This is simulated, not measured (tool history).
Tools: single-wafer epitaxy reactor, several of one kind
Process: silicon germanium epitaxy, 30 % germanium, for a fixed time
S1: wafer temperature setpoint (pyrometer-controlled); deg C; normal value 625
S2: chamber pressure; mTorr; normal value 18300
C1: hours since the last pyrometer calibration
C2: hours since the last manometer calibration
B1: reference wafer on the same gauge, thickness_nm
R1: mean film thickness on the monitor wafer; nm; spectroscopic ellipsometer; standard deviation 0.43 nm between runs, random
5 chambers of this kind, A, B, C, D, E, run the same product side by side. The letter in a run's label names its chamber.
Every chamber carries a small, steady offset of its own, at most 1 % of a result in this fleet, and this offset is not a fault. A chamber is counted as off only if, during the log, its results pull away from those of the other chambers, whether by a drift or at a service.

run,hour,S1,S2,C1,C2,B1,R1
1C,5.2,625,18300,1583.7,1414.9,101.43,88.705
2A,8.5,625,18300,306,350.2,101.4,88.397
3D,11.4,625,18300,1059.6,2270.2,101.43,88.17
4E,14.3,625,18300,2007.7,155.2,101.33,87.994
5B,18.8,625,18300,1388.3,345.9,101.38,88.499
6A,22.8,625,18300,320.3,364.5,101.39,87.866
7C,27.6,625,18300,1606.1,1437.3,101.48,88.761
8E,31.7,625,18300,2025.1,172.6,101.51,88.201
9D,35.3,625,18300,1083.5,2294.1,101.49,88.463
10B,40.3,625,18300,1409.8,367.4,101.41,89.408
11A,45.4,625,18300,342.9,387.1,101.51,88.093
12E,50.7,625,18300,2044.1,191.6,101.4,89.252
13C,55.4,638,18300,1633.9,1465.1,101.38,111.29
14B,57.8,638,18300,1427.3,384.9,101.5,110.32
15D,60.2,638,18300,1108.4,2319,101.45,110.99
16B,64.2,638,18300,1433.7,391.3,101.38,110.45
# hour 65.4: chamber E: pyrometer calibrated
17D,67.3,638,18300,1115.5,2326.1,101.36,111.14
18C,71.6,625,18300,1650.1,1481.3,101.42,88.449
19A,76,625,18300,373.5,417.7,101.36,87.591
20E,80.9,625,18300,15.6,221.8,101.56,90.931
21B,85.8,625,18300,1455.3,412.9,101.49,88.05
22D,90.7,640,20200,1138.9,2349.5,101.35,119.64
23E,95.2,640,20200,29.9,236.1,101.45,122.67
24A,98.1,640,20200,395.6,439.8,101.47,117.98
25C,102.8,640,20200,1681.3,1512.5,101.33,120.45
26D,107.3,640,20200,1155.5,2366.1,101.4,119.46
27B,112.4,611,15900,1481.9,439.5,101.43,65.569
28E,118,611,15900,52.7,258.9,101.3,67.46
29C,121,611,15900,1699.5,1530.7,101.45,65.174
30A,124.3,611,15900,421.8,466,101.34,65.9
31A,128.3,611,15900,425.8,470,101.5,65.156
32B,132.9,625,18300,1502.4,460,101.46,89.32
33E,135.3,625,15800,70,276.2,101.44,85.227
34D,138.5,625,15800,1186.7,2397.3,101.36,83.417
35C,142.7,625,15800,1721.2,1552.4,101.43,84.162
36E,145.2,625,15800,79.9,286.1,101.38,86.192
37B,149,625,15800,1518.5,476.1,101.29,83.725
38D,153.7,625,18300,1201.9,2412.5,101.3,88.457

Predict what each chamber gives when all 5 of them run the settings below next.
39A,157.6,625,18300,,,,?
39B,157.6,625,18300,,,,?
39C,157.6,625,18300,,,,?
39D,157.6,625,18300,,,,?
39E,157.6,625,18300,,,,?

run,R1
39A,87.951
39B,88.771
39C,89.172
39D,88.525
39E,90.843
